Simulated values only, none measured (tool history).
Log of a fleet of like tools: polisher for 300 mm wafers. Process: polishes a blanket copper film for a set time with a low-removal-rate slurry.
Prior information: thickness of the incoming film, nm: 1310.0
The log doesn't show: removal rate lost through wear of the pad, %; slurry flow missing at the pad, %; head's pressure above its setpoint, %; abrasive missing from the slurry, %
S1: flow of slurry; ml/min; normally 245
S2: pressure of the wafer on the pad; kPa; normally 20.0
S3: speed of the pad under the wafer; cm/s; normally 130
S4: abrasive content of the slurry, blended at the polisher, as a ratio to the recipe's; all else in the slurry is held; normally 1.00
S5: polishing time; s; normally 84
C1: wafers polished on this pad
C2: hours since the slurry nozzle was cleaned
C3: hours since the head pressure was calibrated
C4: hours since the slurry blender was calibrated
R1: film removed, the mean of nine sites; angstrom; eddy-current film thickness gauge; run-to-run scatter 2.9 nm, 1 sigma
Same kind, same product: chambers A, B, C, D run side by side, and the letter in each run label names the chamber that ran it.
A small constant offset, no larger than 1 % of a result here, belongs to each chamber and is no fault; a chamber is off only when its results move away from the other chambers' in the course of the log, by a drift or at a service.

Run 1A, hour 3.9: usual settings; C1 1266; C2 270.3; C3 251.4; C4 98.6. Result: R1 2848.3 angstrom.
Run 2D, hour 7.9: usual settings; C1 454; C2 99.1; C3 1097.0; C4 103.7. Result: R1 2841.7 angstrom.
Run 3B, hour 10.8: usual settings; C1 512; C2 211.6; C3 367.1; C4 182.8. Result: R1 2768.8 angstrom.
Run 4C, hour 13.6: usual settings; C1 534; C2 219.0; C3 714.7; C4 210.9. Result: R1 2812.9 angstrom.
Run 5D, hour 17.2: usual settings; C1 506; C2 108.4; C3 1106.3; C4 113.0. Result: R1 2841.7 angstrom.
Run 6C, hour 19.5: usual settings; C1 567; C2 224.9; C3 720.6; C4 216.8. Result: R1 2854.2 angstrom.
Run 7B, hour 23.1: usual settings; C1 580; C2 223.9; C3 379.4; C4 195.1. Result: R1 2765.6 angstrom.
Run 8A, hour 25.7: usual settings; C1 1388; C2 292.1; C3 273.2; C4 120.4. Result: R1 2849.3 angstrom.
At hour 26.9: chamber C: worn pad replaced by a new one.
At hour 27.4: chamber A: worn pad replaced by a new one.
Run 9D, hour 29.9: usual settings; C1 577; C2 121.1; C3 1119.0; C4 125.7. Result: R1 2899.6 angstrom.
Run 10C, hour 33.3: usual settings; C1 36; C2 238.7; C3 734.4; C4 230.6. Result: R1 2893.3 angstrom.
Run 11B, hour 36.6: usual settings; C1 656; C2 237.4; C3 392.9; C4 208.6. Result: R1 2845.6 angstrom.
At hour 39.9: chamber D: worn pad replaced by a new one.
Run 12A, hour 40.3: usual settings; C1 72; C2 306.7; C3 287.8; C4 135.0. Result: R1 2949.5 angstrom.
At hour 41.4: chamber D: head pressure recalibrated.
Run 13D, hour 44.0: usual settings; C1 23; C2 135.2; C3 2.6; C4 139.8. Result: R1 2838.1 angstrom.
Run 14B, hour 48.7: usual settings; C1 724; C2 249.5; C3 405.0; C4 220.7. Result: R1 2815.5 angstrom.
Run 15C, hour 51.8: usual settings but S1 325 ml/min, S3 162 cm/s; C1 139; C2 257.2; C3 752.9; C4 249.1. Result: R1 3682.6 angstrom.
Run 16A, hour 56.4: usual settings but S1 325 ml/min, S3 162 cm/s; C1 162; C2 322.8; C3 303.9; C4 151.1. Result: R1 3737.6 angstrom.
Run 17B, hour 60.0: usual settings but S1 325 ml/min, S3 162 cm/s; C1 787; C2 260.8; C3 416.3; C4 232.0. Result: R1 3668.0 angstrom.
Run 18D, hour 64.2: usual settings but S1 325 ml/min, S3 162 cm/s; C1 136; C2 155.4; C3 22.8; C4 160.0. Result: R1 3615.2 angstrom.
Run 19A, hour 68.9: usual settings; C1 232; C2 335.3; C3 316.4; C4 163.6. Result: R1 2901.7 angstrom.
Run 20C, hour 73.2: usual settings; C1 259; C2 278.6; C3 774.3; C4 270.5. Result: R1 2833.8 angstrom.
Run 21B, hour 76.0: usual settings; C1 876; C2 276.8; C3 432.3; C4 248.0. Result: R1 2852.8 angstrom.
Run 22A, hour 78.4: usual settings; C1 285; C2 344.8; C3 325.9; C4 173.1. Result: R1 2977.4 angstrom.
At hour 81.1: chamber B: slurry nozzle cleaned.
Run 23C, hour 81.5: usual settings; C1 305; C2 286.9; C3 782.6; C4 278.8. Result: R1 2839.0 angstrom.
Run 24D, hour 85.5: usual settings; C1 255; C2 176.7; C3 44.1; C4 181.3. Result: R1 2840.0 angstrom.
Run 25A, hour 88.7: usual settings; C1 342; C2 355.1; C3 336.2; C4 183.4. Result: R1 2969.0 angstrom.
Run 26D, hour 92.3: usual settings; C1 293; C2 183.5; C3 50.9; C4 188.1. Result: R1 2816.2 angstrom.
Run 27C, hour 95.6: usual settings; C1 384; C2 301.0; C3 796.7; C4 292.9. Result: R1 2870.6 angstrom.
Run 28B, hour 97.7: usual settings; C1 997; C2 16.7; C3 454.0; C4 269.7. Result: R1 2852.5 angstrom.
Run 29A, hour 100.0: usual settings; C1 406; C2 366.4; C3 347.5; C4 194.7. Result: R1 3003.7 angstrom.
Run 30D, hour 104.6: usual settings; C1 362; C2 195.8; C3 63.2; C4 200.4. Result: R1 2798.0 angstrom.
At hour 106.3: chamber B: slurry blender recalibrated.
Run 31C, hour 108.8: usual settings but S2 17.2 kPa, S4 1.25; C1 458; C2 314.2; C3 809.9; C4 306.1. Result: R1 2597.1 angstrom.
Run 32B, hour 113.2: usual settings but S2 17.2 kPa, S4 1.25; C1 1084; C2 32.2; C3 469.5; C4 6.9. Result: R1 2609.4 angstrom.
Run 33C, hour 117.9: usual settings but S2 17.2 kPa, S4 1.25; C1 509; C2 323.3; C3 819.0; C4 315.2. Result: R1 2593.9 angstrom.
Run 34A, hour 121.9: usual settings but S2 17.2 kPa, S4 1.25; C1 528; C2 388.3; C3 369.4; C4 216.6. Result: R1 2717.4 angstrom.
At hour 125.3: chamber B: worn pad replaced by a new one.
Run 35D, hour 126.2: usual settings; C1 482; C2 217.4; C3 84.8; C4 222.0. Result: R1 2847.9 angstrom.
Run 36B, hour 129.3: usual settings but S3 170 cm/s, S5 75 s; C1 22; C2 48.3; C3 485.6; C4 23.0. Result: R1 3294.9 angstrom.

One chamber off, gauge drift, or nothing amiss beyond the chambers' own small offsets? If it is a chamber, which one, and what is the likeliest cause?

Little by little, chamber A moves away from the other chambers.
Most likely cause: head's pressure above its setpoint, % = 8.69.

Which of the 4 candidates below, each the usual settings with something changed and its results left as question marks, puts chamber A back in line with what the other chambers give on the usual settings?
In-line tolerance around the mean of the other chambers on the usual settings: R1 100.0 angstrom
Run 37A-1, hour 132.7: usual settings but S2 20.7 kPa, S3 136 cm/s, S5 88 s. Result: R1 ?.
Run 37A-2, hour 132.7: usual settings but S2 18.6 kPa. Result: R1 ?.
Run 37A-3, hour 132.7: usual settings but S2 20.7 kPa, S5 87 s. Result: R1 ?.
Run 37A-4, hour 132.7: usual settings but S2 18.6 kPa, S3 122 cm/s. Result: R1 ?.

Usual-settings mean across the other chambers: R1 2845.2 angstrom
  run      R1
37A-1  3459.7
37A-2  2847.5
37A-3  3271.6
37A-4  2674.9
37A-2 brings the chamber back in line.

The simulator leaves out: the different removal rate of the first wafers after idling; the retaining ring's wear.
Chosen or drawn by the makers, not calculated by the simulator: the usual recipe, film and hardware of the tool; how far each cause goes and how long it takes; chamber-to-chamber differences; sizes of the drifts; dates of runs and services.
